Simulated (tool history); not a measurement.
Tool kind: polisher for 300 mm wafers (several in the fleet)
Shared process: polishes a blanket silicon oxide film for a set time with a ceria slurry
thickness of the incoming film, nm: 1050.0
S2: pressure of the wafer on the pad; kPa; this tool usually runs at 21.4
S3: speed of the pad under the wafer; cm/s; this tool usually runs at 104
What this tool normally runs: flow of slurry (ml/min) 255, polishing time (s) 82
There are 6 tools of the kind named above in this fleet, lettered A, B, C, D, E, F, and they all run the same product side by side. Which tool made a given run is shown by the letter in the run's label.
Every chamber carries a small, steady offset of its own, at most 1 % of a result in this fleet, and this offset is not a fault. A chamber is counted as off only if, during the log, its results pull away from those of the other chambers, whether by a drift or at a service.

-- hour=9.5 chamber F: worn pad replaced by a new one
run 1F hour=9.8 | flow_of_slurry_(ml/min)=255 S2=21.4 S3=104 polishing_time_(s)=82 | film_removed_(nm)=418.73
run 2E hour=19.2 | flow_of_slurry_(ml/min)=255 S2=21.4 S3=104 polishing_time_(s)=82 | film_removed_(nm)=424.20
-- hour=21.3 chamber A: head pressure recalibrated
-- hour=22.7 chamber F: slurry nozzle cleaned
run 3C hour=23.7 | flow_of_slurry_(ml/min)=255 S2=21.4 S3=104 polishing_time_(s)=82 | film_removed_(nm)=419.65
-- hour=24.9 chamber B: worn pad replaced by a new one
-- hour=29.5 chamber E: worn pad replaced by a new one
run 4B hour=30.8 | flow_of_slurry_(ml/min)=255 S2=21.4 S3=104 polishing_time_(s)=82 | film_removed_(nm)=420.82
-- hour=36.9 chamber A: worn pad replaced by a new one
-- hour=38.0 chamber D: worn pad replaced by a new one
run 5A hour=39.7 | flow_of_slurry_(ml/min)=255 S2=21.4 S3=104 polishing_time_(s)=82 | film_removed_(nm)=416.61
-- hour=44.1 chamber E: slurry nozzle cleaned
run 6D hour=45.3 | flow_of_slurry_(ml/min)=255 S2=21.4 S3=104 polishing_time_(s)=82 | film_removed_(nm)=424.05
-- hour=49.7 chamber D: head pressure recalibrated
run 7E hour=53.3 | flow_of_slurry_(ml/min)=255 S2=21.4 S3=104 polishing_time_(s)=82 | film_removed_(nm)=423.69
run 8A hour=59.5 | flow_of_slurry_(ml/min)=255 S2=16.5 S3=104 polishing_time_(s)=66 | film_removed_(nm)=258.34
run 9B hour=67.5 | flow_of_slurry_(ml/min)=255 S2=16.5 S3=104 polishing_time_(s)=66 | film_removed_(nm)=260.32
run 10D hour=77.4 | flow_of_slurry_(ml/min)=255 S2=16.5 S3=104 polishing_time_(s)=66 | film_removed_(nm)=267.79
-- hour=80.6 chamber F: worn pad replaced by a new one
run 11C hour=86.2 | flow_of_slurry_(ml/min)=255 S2=16.5 S3=104 polishing_time_(s)=66 | film_removed_(nm)=264.14
run 12F hour=91.7 | flow_of_slurry_(ml/min)=255 S2=16.5 S3=104 polishing_time_(s)=66 | film_removed_(nm)=264.53
-- hour=94.5 chamber B: worn pad replaced by a new one
run 13A hour=96.7 | flow_of_slurry_(ml/min)=255 S2=16.5 S3=104 polishing_time_(s)=66 | film_removed_(nm)=259.12
-- hour=97.4 chamber E: worn pad replaced by a new one
-- hour=102.7 chamber A: worn pad replaced by a new one
run 14C hour=105.9 | flow_of_slurry_(ml/min)=195 S2=21.4 S3=104 polishing_time_(s)=82 | film_removed_(nm)=407.07
run 15D hour=112.2 | flow_of_slurry_(ml/min)=195 S2=21.4 S3=104 polishing_time_(s)=82 | film_removed_(nm)=408.48
run 16E hour=121.5 | flow_of_slurry_(ml/min)=195 S2=21.4 S3=104 polishing_time_(s)=82 | film_removed_(nm)=413.06
run 17B hour=128.5 | flow_of_slurry_(ml/min)=195 S2=21.4 S3=104 polishing_time_(s)=82 | film_removed_(nm)=414.92
-- hour=131.8 chamber D: worn pad replaced by a new one
run 18F hour=137.1 | flow_of_slurry_(ml/min)=195 S2=21.4 S3=104 polishing_time_(s)=82 | film_removed_(nm)=409.72
run 19B hour=143.2 | flow_of_slurry_(ml/min)=195 S2=21.4 S3=104 polishing_time_(s)=82 | film_removed_(nm)=417.35
-- hour=147.2 chamber B: worn pad replaced by a new one
run 20A hour=153.1 | flow_of_slurry_(ml/min)=255 S2=21.4 S3=104 polishing_time_(s)=82 | film_removed_(nm)=410.65
-- hour=155.9 chamber E: worn pad replaced by a new one
-- hour=159.3 chamber A: worn pad replaced by a new one
run 21C hour=159.4 | flow_of_slurry_(ml/min)=255 S2=21.4 S3=104 polishing_time_(s)=82 | film_removed_(nm)=419.77
-- hour=159.9 chamber F: worn pad replaced by a new one
run 22F hour=167.3 | flow_of_slurry_(ml/min)=255 S2=21.4 S3=104 polishing_time_(s)=82 | film_removed_(nm)=416.96
-- hour=173.3 chamber C: head pressure recalibrated
run 23E hour=177.3 | flow_of_slurry_(ml/min)=255 S2=21.4 S3=104 polishing_time_(s)=82 | film_removed_(nm)=425.12
run 24D hour=184.1 | flow_of_slurry_(ml/min)=255 S2=21.4 S3=104 polishing_time_(s)=82 | film_removed_(nm)=411.22
run 25D hour=189.7 | flow_of_slurry_(ml/min)=255 S2=21.4 S3=104 polishing_time_(s)=82 | film_removed_(nm)=419.80
run 26C hour=194.8 | flow_of_slurry_(ml/min)=255 S2=21.4 S3=104 polishing_time_(s)=82 | film_removed_(nm)=407.18
run 27A hour=201.6 | flow_of_slurry_(ml/min)=255 S2=21.4 S3=104 polishing_time_(s)=82 | film_removed_(nm)=421.38
run 28B hour=206.6 | flow_of_slurry_(ml/min)=255 S2=21.4 S3=104 polishing_time_(s)=82 | film_removed_(nm)=423.21
-- hour=213.5 chamber B: worn pad replaced by a new one
run 29E hour=213.8 | flow_of_slurry_(ml/min)=255 S2=21.4 S3=104 polishing_time_(s)=82 | film_removed_(nm)=411.33
-- hour=214.9 chamber A: worn pad replaced by a new one
-- hour=220.3 chamber D: worn pad replaced by a new one
run 30F hour=220.9 | flow_of_slurry_(ml/min)=255 S2=21.4 S3=104 polishing_time_(s)=82 | film_removed_(nm)=428.34
-- hour=223.8 chamber E: worn pad replaced by a new one
run 31C hour=228.0 | flow_of_slurry_(ml/min)=255 S2=21.4 S3=104 polishing_time_(s)=82 | film_removed_(nm)=407.49
-- hour=229.8 chamber F: worn pad replaced by a new one
run 32E hour=236.0 | flow_of_slurry_(ml/min)=255 S2=21.4 S3=104 polishing_time_(s)=82 | film_removed_(nm)=416.78
run 33B hour=240.8 | flow_of_slurry_(ml/min)=255 S2=21.4 S3=104 polishing_time_(s)=82 | film_removed_(nm)=428.00
run 34F hour=249.3 | flow_of_slurry_(ml/min)=255 S2=21.4 S3=104 polishing_time_(s)=82 | film_removed_(nm)=417.78
-- hour=256.3 chamber E: head pressure recalibrated
run 35D hour=259.0 | flow_of_slurry_(ml/min)=255 S2=21.4 S3=104 polishing_time_(s)=82 | film_removed_(nm)=416.25
run 36A hour=263.5 | flow_of_slurry_(ml/min)=255 S2=21.4 S3=104 polishing_time_(s)=82 | film_removed_(nm)=422.56
run 37F hour=270.5 | flow_of_slurry_(ml/min)=255 S2=21.4 S3=104 polishing_time_(s)=82 | film_removed_(nm)=420.44
-- hour=272.1 chamber B: worn pad replaced by a new one
-- hour=275.1 chamber A: worn pad replaced by a new one
-- hour=278.8 chamber E: worn pad replaced by a new one
run 38A hour=278.8 | flow_of_slurry_(ml/min)=255 S2=21.4 S3=104 polishing_time_(s)=82 | film_removed_(nm)=410.88
run 39B hour=286.8 | flow_of_slurry_(ml/min)=255 S2=21.4 S3=104 polishing_time_(s)=82 | film_removed_(nm)=413.52
run 40C hour=297.0 | flow_of_slurry_(ml/min)=255 S2=21.4 S3=104 polishing_time_(s)=82 | film_removed_(nm)=390.90
run 41E hour=306.4 | flow_of_slurry_(ml/min)=255 S2=21.4 S3=104 polishing_time_(s)=82 | film_removed_(nm)=425.83

Decide between three cases: one chamber stands off from its peers, the gauge reading all wafers drifts, or nothing is wrong past each chamber's small offset. Where a chamber is off, say which and what most likely put it there.

Chamber C drifts away from the others.
Likeliest cause: removal rate lost through wear of the pad, % = 6.47.
With only this log, it may be confused with: slurry flow missing at the pad, %.

Here are 4 candidates for chamber C's next run, each the usual settings with a change, their results left as question marks. Which one brings its results back in line with what the others give on the usual settings?
A result is in line if it is within this distance of the other chambers' mean on the usual settings: film removed (nm) 17.00
run 42C-1 hour=313.8 | flow_of_slurry_(ml/min)=255 S2=21.4 S3=110 polishing_time_(s)=82 | film_removed_(nm)=?
run 42C-2 hour=313.8 | flow_of_slurry_(ml/min)=255 S2=22.8 S3=108 polishing_time_(s)=86 | film_removed_(nm)=?
run 42C-3 hour=313.8 | flow_of_slurry_(ml/min)=255 S2=20.7 S3=100 polishing_time_(s)=78 | film_removed_(nm)=?
run 42C-4 hour=313.8 | flow_of_slurry_(ml/min)=255 S2=20.7 S3=100 polishing_time_(s)=82 | film_removed_(nm)=?

Usual-settings mean across the other chambers: film removed (nm) 420.14
run=42C-1 film_removed_(nm)=415.53
run=42C-2 film_removed_(nm)=455.14
run=42C-3 film_removed_(nm)=347.90
run=42C-4 film_removed_(nm)=365.74
It is 42C-1 that realigns the chamber with its peers.
